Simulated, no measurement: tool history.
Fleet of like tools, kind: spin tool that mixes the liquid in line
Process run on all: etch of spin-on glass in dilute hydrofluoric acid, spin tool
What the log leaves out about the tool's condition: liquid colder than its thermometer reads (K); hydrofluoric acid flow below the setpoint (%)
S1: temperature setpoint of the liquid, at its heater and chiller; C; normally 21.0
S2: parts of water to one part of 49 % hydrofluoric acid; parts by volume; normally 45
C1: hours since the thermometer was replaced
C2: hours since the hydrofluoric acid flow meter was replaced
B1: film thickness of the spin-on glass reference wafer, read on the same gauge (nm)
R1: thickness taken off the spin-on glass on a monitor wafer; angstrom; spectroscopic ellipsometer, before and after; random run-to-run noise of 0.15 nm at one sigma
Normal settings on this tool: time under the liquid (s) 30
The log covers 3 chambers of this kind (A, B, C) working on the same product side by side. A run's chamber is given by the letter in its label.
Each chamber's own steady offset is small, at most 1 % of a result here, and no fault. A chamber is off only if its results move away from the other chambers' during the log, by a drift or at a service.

run 1A day=0.292 | S1=21.0 S2=45 time_under_the_liquid_(s)=30 | C1=2307.4 C2=13.7 | B1=109.97 | R1=175.820
run 2C day=0.508 | S1=21.0 S2=45 time_under_the_liquid_(s)=30 | C1=2558.6 C2=617.1 | B1=109.98 | R1=176.880
run 3B day=0.829 | S1=21.0 S2=45 time_under_the_liquid_(s)=30 | C1=537.7 C2=283.6 | B1=110.02 | R1=176.640
-- day=0.912 chamber C: thermometer replaced
run 4B day=1.050 | S1=21.0 S2=45 time_under_the_liquid_(s)=30 | C1=543.0 C2=288.9 | B1=110.01 | R1=179.730
run 5A day=1.329 | S1=21.0 S2=45 time_under_the_liquid_(s)=30 | C1=2332.3 C2=38.6 | B1=109.95 | R1=176.790
run 6C day=1.621 | S1=21.0 S2=45 time_under_the_liquid_(s)=30 | C1=17.0 C2=643.8 | B1=110.01 | R1=175.420
run 7B day=1.800 | S1=21.0 S2=45 time_under_the_liquid_(s)=30 | C1=561.0 C2=306.9 | B1=109.94 | R1=177.110
run 8A day=2.038 | S1=21.0 S2=35 time_under_the_liquid_(s)=50 | C1=2349.3 C2=55.6 | B1=110.04 | R1=387.570
run 9C day=2.267 | S1=21.0 S2=35 time_under_the_liquid_(s)=50 | C1=32.5 C2=659.3 | B1=110.01 | R1=383.870
run 10B day=2.558 | S1=21.0 S2=35 time_under_the_liquid_(s)=50 | C1=579.2 C2=325.1 | B1=110.04 | R1=380.870
run 11A day=2.858 | S1=21.0 S2=45 time_under_the_liquid_(s)=30 | C1=2369.0 C2=75.3 | B1=109.98 | R1=174.610
run 12C day=3.196 | S1=21.0 S2=45 time_under_the_liquid_(s)=30 | C1=54.8 C2=681.6 | B1=109.95 | R1=177.120
run 13C day=3.517 | S1=21.0 S2=45 time_under_the_liquid_(s)=30 | C1=62.5 C2=689.3 | B1=109.97 | R1=178.250
run 14B day=3.679 | S1=21.0 S2=45 time_under_the_liquid_(s)=30 | C1=606.1 C2=352.0 | B1=110.00 | R1=174.160
run 15A day=3.904 | S1=21.0 S2=45 time_under_the_liquid_(s)=30 | C1=2394.1 C2=100.4 | B1=110.07 | R1=174.970
-- day=3.946 chamber B: thermometer replaced
run 16C day=4.071 | S1=21.0 S2=55 time_under_the_liquid_(s)=30 | C1=75.8 C2=702.6 | B1=109.98 | R1=145.410
run 17B day=4.383 | S1=21.0 S2=55 time_under_the_liquid_(s)=30 | C1=10.5 C2=368.9 | B1=110.00 | R1=144.400
run 18A day=4.600 | S1=21.0 S2=55 time_under_the_liquid_(s)=30 | C1=2410.8 C2=117.1 | B1=109.98 | R1=141.580
run 19B day=4.946 | S1=21.0 S2=45 time_under_the_liquid_(s)=30 | C1=24.0 C2=382.4 | B1=109.99 | R1=175.900
run 20A day=5.125 | S1=21.0 S2=45 time_under_the_liquid_(s)=30 | C1=2423.4 C2=129.7 | B1=109.97 | R1=178.220
run 21C day=5.358 | S1=21.0 S2=45 time_under_the_liquid_(s)=30 | C1=106.7 C2=733.5 | B1=110.02 | R1=177.160
run 22B day=5.558 | S1=21.0 S2=45 time_under_the_liquid_(s)=30 | C1=38.7 C2=397.1 | B1=110.03 | R1=177.940
run 23C day=5.825 | S1=21.0 S2=45 time_under_the_liquid_(s)=30 | C1=117.9 C2=744.7 | B1=110.00 | R1=176.480
run 24A day=6.154 | S1=21.0 S2=45 time_under_the_liquid_(s)=15 | C1=2448.1 C2=154.4 | B1=109.99 | R1=88.115
run 25A day=6.471 | S1=21.0 S2=45 time_under_the_liquid_(s)=15 | C1=2455.7 C2=162.0 | B1=109.99 | R1=87.120
run 26B day=6.771 | S1=21.0 S2=45 time_under_the_liquid_(s)=15 | C1=67.8 C2=426.2 | B1=109.98 | R1=87.395
run 27C day=7.004 | S1=23.5 S2=55 time_under_the_liquid_(s)=30 | C1=146.2 C2=773.0 | B1=109.99 | R1=160.290
run 28C day=7.296 | S1=23.5 S2=55 time_under_the_liquid_(s)=30 | C1=153.2 C2=780.0 | B1=109.98 | R1=158.750
run 29B day=7.583 | S1=23.5 S2=55 time_under_the_liquid_(s)=30 | C1=87.3 C2=445.7 | B1=110.05 | R1=155.140
run 30A day=7.912 | S1=21.0 S2=45 time_under_the_liquid_(s)=30 | C1=2490.3 C2=196.6 | B1=109.98 | R1=174.280
run 31A day=8.096 | S1=21.0 S2=45 time_under_the_liquid_(s)=30 | C1=2494.7 C2=201.0 | B1=110.00 | R1=173.770
run 32B day=8.379 | S1=21.0 S2=45 time_under_the_liquid_(s)=30 | C1=106.4 C2=464.8 | B1=109.97 | R1=174.370
run 33C day=8.542 | S1=21.0 S2=45 time_under_the_liquid_(s)=30 | C1=183.1 C2=809.9 | B1=109.99 | R1=175.250
run 34A day=8.800 | S1=21.0 S2=45 time_under_the_liquid_(s)=45 | C1=2511.6 C2=217.9 | B1=110.04 | R1=264.720
run 35B day=9.088 | S1=21.0 S2=45 time_under_the_liquid_(s)=45 | C1=123.4 C2=481.8 | B1=109.99 | R1=265.510
run 36C day=9.250 | S1=21.0 S2=45 time_under_the_liquid_(s)=45 | C1=200.1 C2=826.9 | B1=109.97 | R1=268.850
run 37A day=9.467 | S1=21.0 S2=45 time_under_the_liquid_(s)=30 | C1=2527.6 C2=233.9 | B1=109.99 | R1=176.240
run 38C day=9.742 | S1=21.0 S2=45 time_under_the_liquid_(s)=30 | C1=211.9 C2=838.7 | B1=110.03 | R1=179.300

Predict what each chamber gives when all 3 of them run the settings below next.
run 39A day=10.004 | S1=25.0 S2=45 time_under_the_liquid_(s)=30 | R1=?
run 39B day=10.004 | S1=25.0 S2=45 time_under_the_liquid_(s)=30 | R1=?
run 39C day=10.004 | S1=25.0 S2=45 time_under_the_liquid_(s)=30 | R1=?

run=39A R1=208.580
run=39B R1=206.440
run=39C R1=205.570
